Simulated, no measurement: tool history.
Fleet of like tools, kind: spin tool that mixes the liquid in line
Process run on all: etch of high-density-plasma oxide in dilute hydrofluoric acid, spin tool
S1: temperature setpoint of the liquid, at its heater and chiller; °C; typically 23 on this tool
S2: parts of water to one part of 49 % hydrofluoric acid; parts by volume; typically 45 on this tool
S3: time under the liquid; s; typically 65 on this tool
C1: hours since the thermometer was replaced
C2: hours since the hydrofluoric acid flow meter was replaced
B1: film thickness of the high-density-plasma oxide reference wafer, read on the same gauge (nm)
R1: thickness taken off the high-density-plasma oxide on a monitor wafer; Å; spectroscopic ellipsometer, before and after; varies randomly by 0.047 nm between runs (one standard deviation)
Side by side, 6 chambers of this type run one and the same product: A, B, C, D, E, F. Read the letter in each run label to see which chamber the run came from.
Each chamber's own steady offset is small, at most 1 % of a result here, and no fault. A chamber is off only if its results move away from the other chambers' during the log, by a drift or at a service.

run 1D hour=5.6 | S1=23 S2=45 S3=65 | C1=159.9 C2=703 | B1=89.991 | R1=92.326
run 2E hour=11.4 | S1=23 S2=45 S3=65 | C1=594 C2=1108.4 | B1=89.993 | R1=91.839
run 3C hour=15.5 | S1=23 S2=45 S3=65 | C1=168.2 C2=1437.2 | B1=89.993 | R1=91.479
run 4A hour=19.9 | S1=23 S2=45 S3=65 | C1=271.2 C2=583 | B1=89.993 | R1=91.059
run 5B hour=23 | S1=24.5 S2=45 S3=65 | C1=974.1 C2=464 | B1=89.998 | R1=97.028
run 6F hour=26.2 | S1=24.5 S2=45 S3=65 | C1=363.9 C2=1398.8 | B1=89.971 | R1=97.234
run 7B hour=29.6 | S1=24.5 S2=45 S3=65 | C1=980.7 C2=470.6 | B1=89.978 | R1=97.226
run 8A hour=32.6 | S1=24.5 S2=45 S3=65 | C1=283.9 C2=595.7 | B1=90.006 | R1=98.133
run 9D hour=36.7 | S1=24.5 S2=45 S3=65 | C1=191 C2=734.1 | B1=89.991 | R1=98.142
run 10E hour=40.3 | S1=24.5 S2=45 S3=65 | C1=622.9 C2=1137.3 | B1=90.007 | R1=97.617
run 11C hour=45.1 | S1=23 S2=45 S3=65 | C1=197.8 C2=1466.8 | B1=90.008 | R1=90.868
run 12F hour=50 | S1=23 S2=45 S3=65 | C1=387.7 C2=1422.6 | B1=90.027 | R1=91.235
run 13C hour=54.8 | S1=23 S2=45 S3=65 | C1=207.5 C2=1476.5 | B1=89.986 | R1=92.238
run 14A hour=58 | S1=23 S2=45 S3=65 | C1=309.3 C2=621.1 | B1=89.996 | R1=91.463
run 15B hour=61.7 | S1=23 S2=55 S3=65 | C1=1012.8 C2=502.7 | B1=89.998 | R1=73.441
run 16D hour=64.6 | S1=23 S2=55 S3=65 | C1=218.9 C2=762 | B1=89.99 | R1=74.218
run 17E hour=68.1 | S1=23 S2=55 S3=65 | C1=650.7 C2=1165.1 | B1=90.02 | R1=73.646
run 18F hour=71.5 | S1=23 S2=55 S3=65 | C1=409.2 C2=1444.1 | B1=90.017 | R1=74.127
run 19C hour=76.4 | S1=23 S2=55 S3=65 | C1=229.1 C2=1498.1 | B1=90.005 | R1=74.311
run 20A hour=79.4 | S1=23 S2=55 S3=65 | C1=330.7 C2=642.5 | B1=89.974 | R1=73.606
run 21D hour=84.7 | S1=19.5 S2=45 S3=105 | C1=239 C2=782.1 | B1=89.992 | R1=129.48
run 22E hour=89.8 | S1=19.5 S2=45 S3=105 | C1=672.4 C2=1186.8 | B1=89.99 | R1=126.45
run 23F hour=93.6 | S1=19.5 S2=45 S3=105 | C1=431.3 C2=1466.2 | B1=90.005 | R1=127.71
run 24B hour=98.1 | S1=19.5 S2=45 S3=105 | C1=1049.2 C2=539.1 | B1=89.989 | R1=125.95
run 25E hour=101.1 | S1=19.5 S2=45 S3=105 | C1=683.7 C2=1198.1 | B1=90.007 | R1=126.79
run 26A hour=105.2 | S1=19.5 S2=45 S3=105 | C1=356.5 C2=668.3 | B1=89.983 | R1=126.78
run 27B hour=111 | S1=23 S2=45 S3=65 | C1=1062.1 C2=552 | B1=89.995 | R1=90.828
run 28F hour=115.4 | S1=23 S2=45 S3=65 | C1=453.1 C2=1488 | B1=90 | R1=91.489
run 29C hour=120.1 | S1=23 S2=55 S3=65 | C1=272.8 C2=1541.8 | B1=89.999 | R1=74.067
run 30D hour=125.8 | S1=23 S2=55 S3=65 | C1=280.1 C2=823.2 | B1=90.006 | R1=75.742
run 31E hour=131 | S1=23 S2=55 S3=65 | C1=713.6 C2=1228 | B1=90.006 | R1=74.161
run 32C hour=134 | S1=23 S2=55 S3=65 | C1=286.7 C2=1555.7 | B1=89.997 | R1=73.716
run 33A hour=138 | S1=23 S2=55 S3=65 | C1=389.3 C2=701.1 | B1=90.001 | R1=73.888
run 34D hour=141.3 | S1=23 S2=55 S3=65 | C1=295.6 C2=838.7 | B1=89.979 | R1=76.085
run 35F hour=144 | S1=23 S2=45 S3=65 | C1=481.7 C2=1516.6 | B1=89.995 | R1=92.063
run 36B hour=149 | S1=23 S2=45 S3=65 | C1=1100.1 C2=590 | B1=89.995 | R1=91.157
run 37F hour=154.9 | S1=23 S2=45 S3=65 | C1=492.6 C2=1527.5 | B1=90.005 | R1=91.286
run 38E hour=159.5 | S1=23 S2=45 S3=65 | C1=742.1 C2=1256.5 | B1=89.998 | R1=91.871

Is one chamber off against the others, does the gauge drift, or is nothing wrong? If a chamber is off, say which, and what the likeliest cause is.

Little by little, chamber D moves away from the other chambers.
What lies behind it: hydrofluoric acid flow above the setpoint (%) = 4.05.
The log might look much the same if the cause were instead: liquid hotter than its thermometer reads (K).

Which of the 4 candidates below, each the usual settings with something changed and its results left as question marks, puts chamber D back in line with what the other chambers give on the usual settings?
Counts as in line when no further than this from what the other chambers average on the usual settings: R1 1.7 Å
run 39D-1 hour=163.7 | S1=24 S2=45 S3=65 | R1=?
run 39D-2 hour=163.7 | S1=23.5 S2=45 S3=70 | R1=?
run 39D-3 hour=163.7 | S1=21 S2=45 S3=65 | R1=?
run 39D-4 hour=163.7 | S1=22 S2=45 S3=65 | R1=?

The other chambers' mean on the usual settings: R1 91.247 Å
run=39D-1 R1=99.535
run=39D-2 R1=104.95
run=39D-3 R1=87.677
run=39D-4 R1=91.494
The answer is 39D-4, which returns the chamber to within the allowed miss of the others.
